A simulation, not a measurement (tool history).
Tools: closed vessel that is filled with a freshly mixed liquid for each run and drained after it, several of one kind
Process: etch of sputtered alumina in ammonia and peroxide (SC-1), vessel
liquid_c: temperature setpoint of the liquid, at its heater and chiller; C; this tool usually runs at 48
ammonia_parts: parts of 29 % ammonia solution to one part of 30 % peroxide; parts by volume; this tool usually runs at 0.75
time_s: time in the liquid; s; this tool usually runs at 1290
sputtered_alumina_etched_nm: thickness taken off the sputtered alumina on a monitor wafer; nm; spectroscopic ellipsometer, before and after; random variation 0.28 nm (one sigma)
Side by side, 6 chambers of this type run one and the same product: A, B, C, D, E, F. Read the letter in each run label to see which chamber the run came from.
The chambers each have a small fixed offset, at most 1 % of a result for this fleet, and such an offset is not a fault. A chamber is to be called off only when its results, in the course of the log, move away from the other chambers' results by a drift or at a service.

run     day  liquid_c  ammonia_parts  time_s  hours since the thermometer was replaced  hours since the ammonia flow meter was replaced  hours since the drum of ammonia solution was connected  read-back film thickness of the sputtered alumina reference wafer, read on the same gauge (nm)  sputtered_alumina_etched_nm
 1A   0.367        48           0.75    1290                                    1180.5                                           1694.8                                                     150                                                                                          89.998                       52.242
 2C   0.742        48           0.75    1290                                     346.2                                            471.3                                                   111.8                                                                                          90.005                       52.716
 3F   1.021        48           0.75    1290                                     459.2                                             1652                                                   344.8                                                                                          90.001                       52.888
      1.058  -- chamber E: new drum of ammonia solution connected
 4D   1.333        48           0.75    1290                                     510.6                                            903.9                                                      49                                                                                          89.998                       53.277
 5B   1.625        48           0.75    1290                                     799.4                                              403                                                     375                                                                                          90.004                       52.224
 6E   1.879        48           0.75     880                                     861.1                                            295.4                                                    19.7                                                                                           89.99                       36.164
 7E   2.129        48           0.75     880                                     867.1                                            301.4                                                    25.7                                                                                          90.025                       35.959
 8C   2.479        48           0.75     880                                     387.9                                              513                                                   153.5                                                                                          89.993                       35.991
 9F    2.65        48           0.75     880                                     498.3                                           1691.1                                                   383.9                                                                                          89.973                       36.136
10A   2.912        48           0.75     880                                    1241.6                                           1755.9                                                   211.1                                                                                          89.998                        36.12
11D   3.167        48           0.75     880                                     554.6                                            947.9                                                      93                                                                                          89.995                       36.542
12B   3.342        48           0.75    1290                                     840.6                                            444.2                                                   416.2                                                                                          90.004                       52.547
13B   3.675        48           0.75    1290                                     848.6                                            452.2                                                   424.2                                                                                          89.999                       52.402
      3.696  -- chamber D: ammonia flow meter replaced
14D   3.888        48           0.75    1290                                     571.9                                              4.7                                                   110.3                                                                                           89.98                       53.577
15F   4.175        48           0.75    1290                                     534.9                                           1727.7                                                   420.5                                                                                          90.007                       52.479
16E     4.5        48           0.75    1290                                       924                                            358.3                                                    82.6                                                                                          89.973                       53.228
17C   4.854        48           0.75    1290                                     444.9                                              570                                                   210.5                                                                                          90.003                       52.675
18A   5.088        48           0.75    1290                                    1293.8                                           1808.1                                                   263.3                                                                                          89.997                       52.638
19E   5.392        48           0.75    1290                                     945.4                                            379.7                                                     104                                                                                          89.984                       52.926
20B   5.704        48           0.75    1025                                     897.3                                            500.9                                                   472.9                                                                                           89.98                       42.075
21D   5.971        48           0.75    1025                                     621.9                                             54.7                                                   160.3                                                                                          89.991                        42.38
22F   6.304        48           0.75    1025                                       586                                           1778.8                                                   471.6                                                                                          89.996                       41.066
23A     6.5        48           0.75    1025                                    1327.7                                             1842                                                   297.2                                                                                          90.012                        42.26
24C   6.696        48           0.75    1025                                     489.1                                            614.2                                                   254.7                                                                                          89.999                       41.804
25B   6.954        48           0.75    1025                                     927.3                                            530.9                                                   502.9                                                                                          90.005                       41.503
26F   7.125      56.5           1.05    1290                                     605.7                                           1798.5                                                   491.3                                                                                          90.016                       83.961
27D   7.421      56.5           1.05    1290                                     656.7                                             89.5                                                   195.1                                                                                          90.002                       85.989
28A   7.662      56.5           1.05    1290                                    1355.6                                           1869.9                                                   325.1                                                                                          90.014                        84.53
29E   7.833      56.5           1.05    1290                                      1004                                            438.3                                                   162.6                                                                                          90.003                       86.713
30C   8.104      56.5           1.05    1290                                     522.9                                              648                                                   288.5                                                                                          89.995                       86.194
31B   8.283      56.5           1.05    1290                                     959.2                                            562.8                                                   534.8                                                                                           89.97                       85.173
32F   8.458        48           0.75    1290                                     637.7                                           1830.5                                                   523.3                                                                                           90.01                         51.1
33A   8.783        48           0.75    1290                                    1382.5                                           1896.8                                                     352                                                                                          90.002                       52.371
34D   9.117      57.5           0.75    1290                                     697.4                                            130.2                                                   235.8                                                                                          90.013                       87.334
      9.304  -- chamber F: ammonia flow meter replaced
35C   9.304      57.5           0.75    1290                                     551.7                                            676.8                                                   317.3                                                                                          90.022                       87.802
      9.433  -- chamber B: new drum of ammonia solution connected
36E   9.675      57.5           0.75    1290                                    1048.2                                            482.5                                                   206.8                                                                                          90.008                       88.354
37B   9.938      57.5           0.75    1290                                     998.9                                            602.5                                                    12.2                                                                                           90.02                       86.877
38C  10.238      57.5           0.75    1290                                     574.1                                            699.2                                                   339.7                                                                                          89.972                       87.689
39A  10.538      57.5           0.75    1290                                    1424.6                                           1938.9                                                   394.1                                                                                          89.991                       86.908
40E  10.721      57.5           0.75    1290                                    1073.3                                            507.6                                                   231.9                                                                                          89.994                       89.406
41F  10.979      57.5           0.75    1290                                     698.2                                             40.3                                                   583.8                                                                                          89.992                       84.925

All chambers now run identical settings, listed one chamber a line with results as question marks. What results will each chamber show?
42A  11.25        48           0.75    1290                                                                                                                                                                                                                                                                               ?
42B  11.25        48           0.75    1290                                                                                                                                                                                                                                                                               ?
42C  11.25        48           0.75    1290                                                                                                                                                                                                                                                                               ?
42D  11.25        48           0.75    1290                                                                                                                                                                                                                                                                               ?
42E  11.25        48           0.75    1290                                                                                                                                                                                                                                                                               ?
42F  11.25        48           0.75    1290                                                                                                                                                                                                                                                                               ?

run  sputtered_alumina_etched_nm
42A                       53.027
42B                       52.303
42C                        53.29
42D                       53.325
42E                       52.825
42F                       49.747
